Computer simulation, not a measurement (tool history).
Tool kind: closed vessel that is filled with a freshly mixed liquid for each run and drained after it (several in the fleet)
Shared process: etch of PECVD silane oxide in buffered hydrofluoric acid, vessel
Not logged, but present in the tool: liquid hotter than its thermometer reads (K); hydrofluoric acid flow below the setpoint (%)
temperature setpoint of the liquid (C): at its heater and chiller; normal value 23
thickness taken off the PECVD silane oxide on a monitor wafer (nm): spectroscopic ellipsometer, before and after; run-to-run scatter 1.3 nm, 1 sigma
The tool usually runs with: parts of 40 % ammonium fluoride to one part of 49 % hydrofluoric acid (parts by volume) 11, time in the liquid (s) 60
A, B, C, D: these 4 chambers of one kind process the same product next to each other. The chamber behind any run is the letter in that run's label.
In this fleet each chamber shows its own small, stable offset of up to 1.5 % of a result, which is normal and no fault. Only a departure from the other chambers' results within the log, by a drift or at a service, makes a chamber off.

| run | day | temperature setpoint of the liquid (C) | parts of 40 % ammonium fluoride to one part of 49 % hydrofluoric acid (parts by volume) | time in the liquid (s) | hours since the thermometer was replaced | hours since the hydrofluoric acid flow meter was replaced | read-back film thickness of the PECVD silane oxide reference wafer, read on the same gauge (nm) | thickness taken off the PECVD silane oxide on a monitor wafer (nm) |
|---|---|---|---|---|---|---|---|---|
| 1A | 0.367 | 23 | 11 | 60 | 569.4 | 1164.5 | 139.98 | 179.49 |
| 2D | 0.625 | 23 | 11 | 60 | 569.4 | 803.4 | 139.98 | 180.82 |
| 3B | 1.038 | 23 | 11 | 60 | 712.8 | 309.4 | 140.01 | 176.91 |
| 4C | 1.462 | 23 | 11 | 60 | 2253.2 | 209.3 | 140.01 | 176.42 |
| 5A | 1.817 | 23 | 11 | 60 | 604.2 | 1199.3 | 139.99 | 179.61 |
| 6B | 2.192 | 23 | 8 | 35 | 740.5 | 337.1 | 140.01 | 136.2 |
| 7C | 2.442 | 23 | 8 | 35 | 2276.7 | 232.8 | 140.02 | 137.94 |
| 8D | 2.746 | 23 | 8 | 35 | 620.3 | 854.3 | 139.98 | 138.52 |
| 9C | 3.088 | 23 | 8 | 35 | 2292.2 | 248.3 | 140 | 138.73 |
| 10A | 3.362 | 23 | 11 | 60 | 641.3 | 1236.4 | 139.99 | 178.46 |
| 11D | 3.758 | 23 | 11 | 60 | 644.6 | 878.6 | 139.97 | 178.89 |
| 12B | 4.025 | 23 | 11 | 60 | 784.5 | 381.1 | 140 | 177.81 |
| 13A | 4.442 | 23 | 11 | 60 | 667.2 | 1262.3 | 140 | 175.53 |
| 14D | 4.825 | 23 | 11 | 60 | 670.2 | 904.2 | 140.01 | 177.62 |
| 15B | 5.142 | 23 | 11 | 60 | 811.3 | 407.9 | 140 | 176.62 |
| 16C | 5.342 | 23 | 11 | 60 | 2346.3 | 302.4 | 139.96 | 178.55 |
| 17A | 5.662 | 23 | 11 | 60 | 696.5 | 1291.6 | 139.99 | 174.43 |
| 18D | 5.9 | 23 | 11 | 60 | 696 | 930 | 139.98 | 179.82 |
| 19C | 6.229 | 23 | 11 | 60 | 2367.6 | 323.7 | 140 | 176.73 |
| 20B | 6.625 | 23 | 11 | 60 | 846.9 | 443.5 | 139.99 | 178.24 |
| 21D | 6.908 | 21.5 | 11 | 60 | 720.2 | 954.2 | 139.99 | 163.21 |
| 22C | 7.283 | 21.5 | 11 | 60 | 2392.9 | 349 | 140.01 | 162.89 |
| 23B | 7.483 | 21.5 | 11 | 60 | 867.5 | 464.1 | 139.97 | 163.63 |
| 24A | 7.692 | 21.5 | 11 | 60 | 745.2 | 1340.3 | 139.99 | 156.34 |
| 25D | 8.033 | 23 | 11 | 60 | 747.2 | 981.2 | 140.01 | 180.64 |
| 26B | 8.229 | 23 | 11 | 60 | 885.4 | 482 | 140.03 | 175.44 |
| 27C | 8.638 | 23 | 11 | 60 | 2425.4 | 381.5 | 140 | 176.3 |
| 28A | 9.046 | 23 | 11 | 45 | 777.7 | 1372.8 | 140.01 | 123.86 |
| 29A | 9.267 | 23 | 11 | 45 | 783 | 1378.1 | 139.98 | 124.7 |
| 30C | 9.671 | 23 | 11 | 45 | 2450.2 | 406.3 | 139.99 | 133.37 |
| 31D | 9.858 | 23 | 11 | 45 | 791 | 1025 | 140.01 | 133.36 |
| 32B | 10.075 | 23 | 11 | 60 | 929.7 | 526.3 | 140 | 177.8 |
| 33A | 10.262 | 23 | 11 | 60 | 806.9 | 1402 | 139.99 | 163.21 |

Next, all 4 chambers run the settings below, one line each with question marks for the results. What does each chamber give?
| 34A | 10.575 | 23 | 11 | 60 |  |  |  | ? |
| 34B | 10.575 | 23 | 11 | 60 |  |  |  | ? |
| 34C | 10.575 | 23 | 11 | 60 |  |  |  | ? |
| 34D | 10.575 | 23 | 11 | 60 |  |  |  | ? |

| run | thickness taken off the PECVD silane oxide on a monitor wafer (nm) |
|---|---|
| 34A | 162.36 |
| 34B | 180.26 |
| 34C | 176.16 |
| 34D | 178.63 |
